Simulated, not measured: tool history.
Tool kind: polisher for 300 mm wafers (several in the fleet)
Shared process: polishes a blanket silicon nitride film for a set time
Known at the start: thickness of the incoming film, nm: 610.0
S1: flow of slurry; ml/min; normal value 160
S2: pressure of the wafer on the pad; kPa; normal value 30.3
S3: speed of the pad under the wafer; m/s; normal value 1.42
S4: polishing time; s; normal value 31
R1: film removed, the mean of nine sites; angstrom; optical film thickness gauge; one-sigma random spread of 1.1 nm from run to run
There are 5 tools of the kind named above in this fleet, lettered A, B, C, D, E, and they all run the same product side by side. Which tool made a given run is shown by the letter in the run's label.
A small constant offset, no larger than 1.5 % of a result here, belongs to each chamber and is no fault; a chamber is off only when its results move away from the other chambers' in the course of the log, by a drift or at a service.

run	hour	S1	S2	S3	S4	R1
1E	6.8	160	30.3	1.42	31	814.34
2D	11.9	160	30.3	1.42	31	816.89
3C	19.1	160	30.3	1.42	31	803.63
# hour 20.8: chamber A: worn pad replaced by a new one
4A	24.0	160	30.3	1.42	31	815.61
# hour 26.4: chamber B: slurry nozzle cleaned
# hour 27.2: chamber E: worn pad replaced by a new one
5B	31.1	160	30.3	1.42	31	796.36
6A	36.8	200	23.4	1.42	31	649.12
7C	40.5	200	23.4	1.42	31	658.23
8B	47.4	200	23.4	1.42	31	662.84
9D	51.5	200	23.4	1.42	31	644.01
10E	55.8	200	23.4	1.42	31	675.82
11C	62.6	160	30.3	1.42	31	816.37
12E	66.7	160	30.3	1.42	31	800.05
13A	71.3	160	30.3	1.42	31	815.39
14D	77.4	160	30.3	1.42	31	784.85
15B	84.3	160	30.3	1.42	31	801.04
16D	91.2	160	30.3	1.42	31	827.93
17A	99.4	160	34.5	1.42	26	775.51
# hour 103.5: chamber A: worn pad replaced by a new one
18E	107.1	160	34.5	1.42	26	786.28
19C	110.9	160	34.5	1.42	26	758.25
# hour 114.4: chamber D: worn pad replaced by a new one
# hour 118.1: chamber B: worn pad replaced by a new one
20B	119.2	160	34.5	1.42	26	788.04
21E	123.5	160	34.5	1.42	26	769.68
# hour 127.5: chamber E: worn pad replaced by a new one
22B	129.2	160	30.3	1.42	31	821.45
23C	136.7	160	30.3	1.42	31	801.67
24A	141.2	160	22.1	1.42	31	604.06
25D	146.9	160	22.1	1.42	31	591.07
26C	152.3	160	22.1	1.42	31	570.96
27B	156.2	160	22.1	1.42	31	599.99
28E	159.9	160	22.1	1.42	31	594.61
29A	164.4	160	30.3	1.42	31	803.43
30D	170.2	160	30.3	1.42	31	820.08
31C	177.6	160	30.3	1.42	31	760.26
32B	183.9	160	30.3	1.42	31	813.62
# hour 186.8: chamber C: slurry nozzle cleaned
# hour 189.6: chamber A: worn pad replaced by a new one
33A	190.0	160	30.3	1.42	31	806.11
34E	198.3	160	30.3	1.42	31	825.99
35D	202.9	160	30.3	1.42	31	819.16
# hour 210.1: chamber E: worn pad replaced by a new one
36A	210.2	160	30.3	1.42	31	815.39
37C	218.2	160	30.3	1.42	31	735.93
38D	224.8	160	30.3	1.42	31	791.84
# hour 226.5: chamber B: worn pad replaced by a new one
39E	232.1	160	30.3	1.42	31	823.58
# hour 232.3: chamber D: worn pad replaced by a new one
40B	239.8	160	30.3	1.42	31	788.88
# hour 240.7: chamber A: head pressure recalibrated
41A	245.5	160	30.3	1.42	31	810.45
# hour 247.7: chamber B: slurry nozzle cleaned
42E	249.6	160	24.8	1.04	31	524.01
43B	254.0	160	24.8	1.04	31	519.75
44D	260.9	160	24.8	1.04	31	514.83

The same settings go to every chamber for the next run, one line per chamber below. Forecast the results for each:
45A	266.9	160	30.3	1.42	25	?
45B	266.9	160	30.3	1.42	25	?
45C	266.9	160	30.3	1.42	25	?
45D	266.9	160	30.3	1.42	25	?
45E	266.9	160	30.3	1.42	25	?

run	R1
45A	669.08
45B	662.98
45C	567.63
45D	646.56
45E	652.18
